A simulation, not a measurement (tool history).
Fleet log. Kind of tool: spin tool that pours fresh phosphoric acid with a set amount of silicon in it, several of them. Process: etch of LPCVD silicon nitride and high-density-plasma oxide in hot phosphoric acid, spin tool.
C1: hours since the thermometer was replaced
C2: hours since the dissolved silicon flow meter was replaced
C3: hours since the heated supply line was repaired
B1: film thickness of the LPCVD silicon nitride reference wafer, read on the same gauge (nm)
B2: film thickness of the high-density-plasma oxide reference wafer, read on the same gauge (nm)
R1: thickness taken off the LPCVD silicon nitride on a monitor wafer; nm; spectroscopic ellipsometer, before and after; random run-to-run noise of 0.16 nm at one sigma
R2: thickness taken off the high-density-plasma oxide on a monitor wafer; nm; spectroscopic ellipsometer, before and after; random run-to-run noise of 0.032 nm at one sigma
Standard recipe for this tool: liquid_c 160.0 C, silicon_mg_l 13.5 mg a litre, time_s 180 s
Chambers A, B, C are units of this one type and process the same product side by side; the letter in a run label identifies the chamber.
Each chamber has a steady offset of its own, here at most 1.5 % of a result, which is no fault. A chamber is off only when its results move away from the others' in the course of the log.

run 1A hour=13.0 | liquid_c=160.0 silicon_mg_l=13.5 time_s=180 | C1=1658.3 C2=1854.9 C3=1580.5 | B1=120.01 B2=150.00 | R1=16.4440 R2=0.61661
run 2B hour=26.0 | liquid_c=160.0 silicon_mg_l=13.5 time_s=180 | C1=572.2 C2=1730.3 C3=3327.4 | B1=119.98 B2=149.99 | R1=16.2080 R2=0.61059
run 3C hour=37.8 | liquid_c=160.0 silicon_mg_l=13.5 time_s=180 | C1=1719.4 C2=681.6 C3=1161.1 | B1=120.01 B2=149.99 | R1=16.4070 R2=0.58412
run 4A hour=50.2 | liquid_c=160.0 silicon_mg_l=13.5 time_s=180 | C1=1695.5 C2=1892.1 C3=1617.7 | B1=119.96 B2=149.99 | R1=16.4590 R2=0.64420
run 5C hour=60.3 | liquid_c=160.0 silicon_mg_l=4.0 time_s=285 | C1=1741.9 C2=704.1 C3=1183.6 | B1=119.99 B2=150.02 | R1=25.4830 R2=1.18150
run 6B hour=70.2 | liquid_c=160.0 silicon_mg_l=4.0 time_s=285 | C1=616.4 C2=1774.5 C3=3371.6 | B1=119.98 B2=150.00 | R1=25.8390 R2=1.12770
run 7A hour=81.3 | liquid_c=160.0 silicon_mg_l=4.0 time_s=285 | C1=1726.6 C2=1923.2 C3=1648.8 | B1=120.00 B2=149.99 | R1=26.2750 R2=1.21580
run 8C hour=95.1 | liquid_c=160.0 silicon_mg_l=13.5 time_s=180 | C1=1776.7 C2=738.9 C3=1218.4 | B1=120.03 B2=150.00 | R1=15.9300 R2=0.57654
-- hour=95.2 chamber B: heated supply line repaired
run 9B hour=108.8 | liquid_c=160.0 silicon_mg_l=13.5 time_s=180 | C1=655.0 C2=1813.1 C3=13.6 | B1=120.03 B2=149.98 | R1=16.3650 R2=0.65644
run 10A hour=116.6 | liquid_c=160.0 silicon_mg_l=13.5 time_s=180 | C1=1761.9 C2=1958.5 C3=1684.1 | B1=120.01 B2=150.02 | R1=16.3650 R2=0.58492
run 11C hour=130.7 | liquid_c=160.0 silicon_mg_l=13.5 time_s=180 | C1=1812.3 C2=774.5 C3=1254.0 | B1=120.00 B2=150.00 | R1=16.3590 R2=0.65701
run 12B hour=139.8 | liquid_c=160.0 silicon_mg_l=13.5 time_s=180 | C1=686.0 C2=1844.1 C3=44.6 | B1=119.98 B2=150.02 | R1=16.6980 R2=0.60353
run 13B hour=152.9 | liquid_c=157.5 silicon_mg_l=13.5 time_s=180 | C1=699.1 C2=1857.2 C3=57.7 | B1=120.03 B2=149.99 | R1=14.8840 R2=0.55625
run 14C hour=164.3 | liquid_c=157.5 silicon_mg_l=13.5 time_s=180 | C1=1845.9 C2=808.1 C3=1287.6 | B1=120.00 B2=149.99 | R1=15.2310 R2=0.49532
-- hour=171.6 chamber A: dissolved silicon flow meter replaced
run 15A hour=174.6 | liquid_c=157.5 silicon_mg_l=13.5 time_s=180 | C1=1819.9 C2=3.0 C3=1742.1 | B1=120.03 B2=149.99 | R1=15.0770 R2=0.46490
run 16C hour=187.7 | liquid_c=160.0 silicon_mg_l=13.5 time_s=180 | C1=1869.3 C2=831.5 C3=1311.0 | B1=120.01 B2=149.99 | R1=16.2920 R2=0.62468
run 17B hour=201.6 | liquid_c=160.0 silicon_mg_l=13.5 time_s=180 | C1=747.8 C2=1905.9 C3=106.4 | B1=120.01 B2=150.00 | R1=16.3200 R2=0.62121
run 18A hour=208.9 | liquid_c=160.0 silicon_mg_l=13.5 time_s=135 | C1=1854.2 C2=37.3 C3=1776.4 | B1=120.02 B2=150.01 | R1=12.3280 R2=0.46039
run 19B hour=216.1 | liquid_c=160.0 silicon_mg_l=13.5 time_s=135 | C1=762.3 C2=1920.4 C3=120.9 | B1=119.99 B2=150.01 | R1=12.3300 R2=0.53315
run 20C hour=230.4 | liquid_c=160.0 silicon_mg_l=13.5 time_s=135 | C1=1912.0 C2=874.2 C3=1353.7 | B1=120.01 B2=149.99 | R1=12.3310 R2=0.46187
run 21A hour=237.3 | liquid_c=160.0 silicon_mg_l=13.5 time_s=180 | C1=1882.6 C2=65.7 C3=1804.8 | B1=119.99 B2=150.00 | R1=16.6780 R2=0.61002
run 22C hour=248.5 | liquid_c=160.0 silicon_mg_l=13.5 time_s=180 | C1=1930.1 C2=892.3 C3=1371.8 | B1=120.01 B2=149.99 | R1=16.5200 R2=0.62802
run 23B hour=257.7 | liquid_c=160.0 silicon_mg_l=13.5 time_s=180 | C1=803.9 C2=1962.0 C3=162.5 | B1=120.01 B2=149.99 | R1=16.3860 R2=0.65682
run 24A hour=265.9 | liquid_c=160.0 silicon_mg_l=13.5 time_s=180 | C1=1911.2 C2=94.3 C3=1833.4 | B1=119.98 B2=150.00 | R1=16.5210 R2=0.64267
run 25C hour=273.8 | liquid_c=160.0 silicon_mg_l=13.5 time_s=180 | C1=1955.4 C2=917.6 C3=1397.1 | B1=120.04 B2=150.01 | R1=16.3380 R2=0.65850
-- hour=276.7 chamber C: thermometer replaced
run 26A hour=286.3 | liquid_c=160.0 silicon_mg_l=13.5 time_s=180 | C1=1931.6 C2=114.7 C3=1853.8 | B1=120.00 B2=149.98 | R1=16.6970 R2=0.65723
run 27B hour=295.2 | liquid_c=161.0 silicon_mg_l=13.5 time_s=180 | C1=841.4 C2=1999.5 C3=200.0 | B1=120.02 B2=150.01 | R1=16.8290 R2=0.66377
run 28B hour=304.7 | liquid_c=161.0 silicon_mg_l=13.5 time_s=180 | C1=850.9 C2=2009.0 C3=209.5 | B1=120.02 B2=150.01 | R1=17.0140 R2=0.67904
-- hour=312.2 chamber C: heated supply line repaired
run 29C hour=312.2 | liquid_c=161.0 silicon_mg_l=13.5 time_s=180 | C1=35.5 C2=956.0 C3=0.1 | B1=120.02 B2=150.00 | R1=17.3610 R2=0.66063
run 30A hour=320.3 | liquid_c=161.5 silicon_mg_l=13.5 time_s=180 | C1=1965.6 C2=148.7 C3=1887.8 | B1=120.03 B2=150.02 | R1=17.3440 R2=0.64705
run 31A hour=328.4 | liquid_c=161.5 silicon_mg_l=13.5 time_s=180 | C1=1973.7 C2=156.8 C3=1895.9 | B1=119.97 B2=149.99 | R1=17.4180 R2=0.70307
run 32C hour=336.1 | liquid_c=161.5 silicon_mg_l=13.5 time_s=180 | C1=59.4 C2=979.9 C3=24.0 | B1=119.97 B2=150.02 | R1=17.4170 R2=0.60493
run 33B hour=348.5 | liquid_c=160.0 silicon_mg_l=13.5 time_s=180 | C1=894.7 C2=2052.8 C3=253.3 | B1=120.02 B2=149.98 | R1=16.2360 R2=0.63740
-- hour=350.4 chamber A: heated supply line repaired
run 34A hour=357.8 | liquid_c=160.0 silicon_mg_l=13.5 time_s=180 | C1=2003.1 C2=186.2 C3=7.5 | B1=120.03 B2=150.02 | R1=16.3960 R2=0.68946
run 35B hour=368.5 | liquid_c=160.0 silicon_mg_l=13.5 time_s=180 | C1=914.7 C2=2072.8 C3=273.3 | B1=119.97 B2=150.01 | R1=16.6260 R2=0.64845
run 36C hour=376.6 | liquid_c=157.0 silicon_mg_l=13.5 time_s=105 | C1=99.9 C2=1020.4 C3=64.5 | B1=119.98 B2=150.01 | R1=8.7210 R2=0.27991
run 37C hour=382.9 | liquid_c=157.0 silicon_mg_l=13.5 time_s=105 | C1=106.2 C2=1026.7 C3=70.8 | B1=119.96 B2=150.01 | R1=8.7823 R2=0.28175

Each of the 3 chambers runs these same settings next. Fill in every chamber's results:
run 38A hour=393.4 | liquid_c=160.0 silicon_mg_l=18.0 time_s=180 | R1=? R2=?
run 38B hour=393.4 | liquid_c=160.0 silicon_mg_l=18.0 time_s=180 | R1=? R2=?
run 38C hour=393.4 | liquid_c=160.0 silicon_mg_l=18.0 time_s=180 | R1=? R2=?

run=38A R1=16.6250 R2=0.57239
run=38B R1=16.3490 R2=0.54826
run=38C R1=16.5170 R2=0.58518

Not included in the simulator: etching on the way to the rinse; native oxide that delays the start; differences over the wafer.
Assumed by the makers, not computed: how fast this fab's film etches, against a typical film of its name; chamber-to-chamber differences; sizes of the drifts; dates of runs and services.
